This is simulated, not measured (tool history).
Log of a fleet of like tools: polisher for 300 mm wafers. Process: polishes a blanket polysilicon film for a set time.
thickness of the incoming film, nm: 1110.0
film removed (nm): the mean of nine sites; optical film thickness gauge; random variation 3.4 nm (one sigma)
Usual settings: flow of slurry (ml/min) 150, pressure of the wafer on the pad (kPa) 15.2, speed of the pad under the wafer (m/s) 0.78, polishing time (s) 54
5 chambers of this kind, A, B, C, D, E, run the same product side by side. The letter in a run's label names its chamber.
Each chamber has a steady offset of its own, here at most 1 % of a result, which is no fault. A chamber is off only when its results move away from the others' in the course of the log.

run   hour  flow of slurry (ml/min)  pressure of the wafer on the pad (kPa)  speed of the pad under the wafer (m/s)  polishing time (s)  film removed (nm)
 1B   13.2                      150                                    15.2                                    0.78                  54             256.57
      19.2  -- chamber B: slurry nozzle cleaned
 2E   27.5                      150                                    15.2                                    0.78                  54             257.55
      40.6  -- chamber E: worn pad replaced by a new one
 3D   42.9                      150                                    15.2                                    0.78                  54             254.07
      54.0  -- chamber C: worn pad replaced by a new one
 4A   54.4                      150                                    15.2                                    0.78                  54             253.26
      54.6  -- chamber A: worn pad replaced by a new one
      60.1  -- chamber D: worn pad replaced by a new one
 5C   61.2                      150                                    15.2                                    0.78                  54             253.66
      63.4  -- chamber B: worn pad replaced by a new one
 6A   69.3                      150                                    15.2                                    0.78                  54             250.57
 7E   78.9                      150                                    15.2                                    0.52                  63             202.20
 8D   89.0                      150                                    15.2                                    0.52                  63             198.60
 9C  103.9                      150                                    15.2                                    0.52                  63             197.16
10B  116.5                      150                                    15.2                                    0.52                  63             196.94
     123.1  -- chamber E: slurry nozzle cleaned
11C  125.5                      150                                    15.2                                    0.52                  63             196.95
     129.5  -- chamber C: worn pad replaced by a new one
12D  136.3                      150                                    15.2                                    0.78                  54             259.86
     139.4  -- chamber E: worn pad replaced by a new one
13E  144.4                      150                                    15.2                                    0.78                  54             252.86
     144.5  -- chamber A: head pressure recalibrated
14A  155.3                      150                                    15.2                                    0.78                  54             249.26
     163.0  -- chamber A: worn pad replaced by a new one
15B  163.0                      150                                    15.2                                    0.78                  54             250.99
16A  172.2                      150                                    15.2                                    0.78                  54             255.11
     179.3  -- chamber B: worn pad replaced by a new one
     180.6  -- chamber D: worn pad replaced by a new one
17D  187.5                      150                                    15.2                                    0.96                  54             315.89
18C  194.3                      150                                    15.2                                    0.96                  54             314.83
19B  201.2                      150                                    15.2                                    0.96                  54             306.17
     201.9  -- chamber C: worn pad replaced by a new one
     204.2  -- chamber B: head pressure recalibrated
     209.4  -- chamber C: head pressure recalibrated
20E  214.0                      150                                    15.2                                    0.96                  54             318.38
21E  221.5                      150                                    15.2                                    0.96                  54             315.90
22D  232.1                      150                                    15.2                                    0.78                  54             256.94
     233.4  -- chamber D: slurry nozzle cleaned
     240.5  -- chamber E: worn pad replaced by a new one
23B  243.7                      150                                    15.2                                    0.78                  54             249.11
24C  256.3                      150                                    15.2                                    0.78                  54             233.16
25A  264.6                      130                                    10.3                                    0.78                  54             167.80
     274.8  -- chamber A: worn pad replaced by a new one
26D  276.0                      130                                    10.3                                    0.78                  54             171.72
     281.4  -- chamber C: worn pad replaced by a new one
27E  287.9                      130                                    10.3                                    0.78                  54             171.58
     290.4  -- chamber D: worn pad replaced by a new one
28C  303.3                      130                                    10.3                                    0.78                  54             153.74
     304.4  -- chamber B: worn pad replaced by a new one
29A  317.7                      130                                    10.3                                    0.78                  54             164.37
30B  326.7                      150                                    15.2                                    0.78                  54             255.79
31B  333.8                      150                                    15.2                                    0.56                  54             183.29
     343.8  -- chamber E: worn pad replaced by a new one
32A  348.7                      150                                    15.2                                    0.56                  54             185.43
33D  363.1                      150                                    15.2                                    0.56                  54             183.43
34E  377.9                      150                                    15.2                                    0.56                  54             190.93

Is one chamber off against the others, does the gauge drift, or is nothing wrong? If a chamber is off, say which, and what the likeliest cause is.

A service left chamber C off against the others.
Cause: head's pressure below its setpoint, % = 7.88.

Here are 4 candidates for chamber C's next run, each the usual settings with a change, their results left as question marks. Which one brings its results back in line with what the others give on the usual settings?
In line means no further than this from the other chambers' mean on the usual settings: film removed (nm) 12.00
35C-1  389.0                      150                                    16.5                                    0.78                  59                  ?
35C-2  389.0                      150                                    15.9                                    0.80                  55                  ?
35C-3  389.0                      145                                    15.2                                    0.78                  46                  ?
35C-4  389.0                      150                                    14.5                                    0.76                  53                  ?

The other chambers' mean on the usual settings: film removed (nm) 254.18
  run  film removed (nm)
35C-1             277.99
35C-2             254.69
35C-3             197.63
35C-4             213.19
35C-2 brings the chamber back in line.
